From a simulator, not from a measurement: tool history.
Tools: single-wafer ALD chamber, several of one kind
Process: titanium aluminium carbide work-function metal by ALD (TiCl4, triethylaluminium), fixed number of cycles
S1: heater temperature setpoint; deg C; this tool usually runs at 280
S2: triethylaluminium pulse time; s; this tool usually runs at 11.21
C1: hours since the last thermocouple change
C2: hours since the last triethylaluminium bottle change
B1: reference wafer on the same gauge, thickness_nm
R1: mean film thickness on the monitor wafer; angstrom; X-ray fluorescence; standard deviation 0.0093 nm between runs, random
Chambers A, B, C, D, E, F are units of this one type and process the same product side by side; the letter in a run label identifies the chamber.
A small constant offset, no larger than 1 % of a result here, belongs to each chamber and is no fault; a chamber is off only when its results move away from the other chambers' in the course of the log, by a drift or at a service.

run	hour	S1	S2	C1	C2	B1	R1
1E	6.6	280	11.21	2155.1	750	2.1023	18.615
2F	19.5	280	11.21	996.8	139.7	2.099	18.43
3D	34	280	11.21	1166.9	144.7	2.1012	18.581
4C	45.6	280	11.21	948.3	435.4	2.1029	18.366
5B	57.5	280	11.21	1450.2	411.6	2.0992	18.511
# hour 69.2: chamber B: thermocouple changed; heater temperature recalibrated
6A	71.3	291	14.96	1888.6	1363.3	2.1015	19.595
7F	81.6	291	14.96	1058.9	201.8	2.0998	19.57
8D	89.8	291	14.96	1222.7	200.5	2.0991	19.974
9B	97.8	291	14.96	28.6	451.9	2.0994	19.935
10C	110.1	291	14.96	1012.8	499.9	2.1006	19.397
11E	122.1	291	14.96	2270.6	865.5	2.101	19.711
12A	131.9	280	11.21	1949.2	1423.9	2.0991	18.397
13B	141.1	280	11.21	71.9	495.2	2.0954	18.68
14E	149.7	280	11.21	2298.2	893.1	2.0989	18.75
# hour 155.8: chamber E: thermocouple changed; heater temperature recalibrated
15A	159.9	280	8.8	1977.2	1451.9	2.0965	17.759
16C	173.4	280	8.8	1076.1	563.2	2.1016	17.469
17D	187.2	280	8.8	1320.1	297.9	2.0985	17.947
18F	197.4	280	8.8	1174.7	317.6	2.0981	18.111
19C	206.9	280	8.8	1109.6	596.7	2.1008	17.529
20A	219.1	280	8.8	2036.4	1511.1	2.0966	17.852
21E	227.3	280	11.21	71.6	970.7	2.0997	18.463
22F	239.6	280	11.21	1216.9	359.8	2.0979	18.394
23B	251.9	280	11.21	182.7	606	2.1028	18.848
24D	266.3	280	11.21	1399.2	377	2.1001	18.455
25D	276.8	271	14.4	1409.7	387.5	2.1012	17.978
26C	288	271	14.4	1190.7	677.8	2.0985	17.581
27A	297.3	271	14.4	2114.6	1589.3	2.0995	17.703
28F	311	271	14.4	1288.3	431.2	2.1039	17.875
29B	322.9	271	14.4	253.7	677	2.0997	18.276
30E	332	271	14.4	176.3	1075.4	2.0998	18.068
31B	339.8	280	11.21	270.6	693.9	2.0997	18.618
32D	350.1	280	11.21	1483	460.8	2.0994	18.611
33E	359.6	280	11.21	203.9	1103	2.0982	18.522
34C	373.9	280	11.21	1276.6	763.7	2.0985	17.745
35F	386.2	280	11.21	1363.5	506.4	2.0997	18.225
36A	392.7	280	11.21	2210	1684.7	2.0999	18.31
37A	405.2	280	11.21	2222.5	1697.2	2.0977	18.249
38C	412.6	280	11.21	1315.3	802.4	2.1011	17.605
39F	419.2	280	11.21	1396.5	539.4	2.0976	18.373
40D	429.4	268	11.21	1562.3	540.1	2.0994	17.541

Is one chamber off against the others, does the gauge drift, or is nothing wrong? If a chamber is off, say which, and what the likeliest cause is.

One chamber, C, drifts off from the rest bit by bit.
Most likely cause: triethylaluminium dose below that of a fresh bottle (%) = 28.8.

Which of the 4 candidates below, each the usual settings with something changed and its results left as question marks, puts chamber C back in line with what the other chambers give on the usual settings?
In line means no further than this from the other chambers' mean on the usual settings: R1 0.32 angstrom
41C-1	439.8	280	15.74				?
41C-2	439.8	276	11.21				?
41C-3	439.8	275	9.56				?
41C-4	439.8	280	12.37				?

What the other chambers average on the usual settings: R1 18.492 angstrom
run	R1
41C-1	18.344
41C-2	17.207
41C-3	16.534
41C-4	17.833
41C-1 puts the chamber back in line with the other chambers.
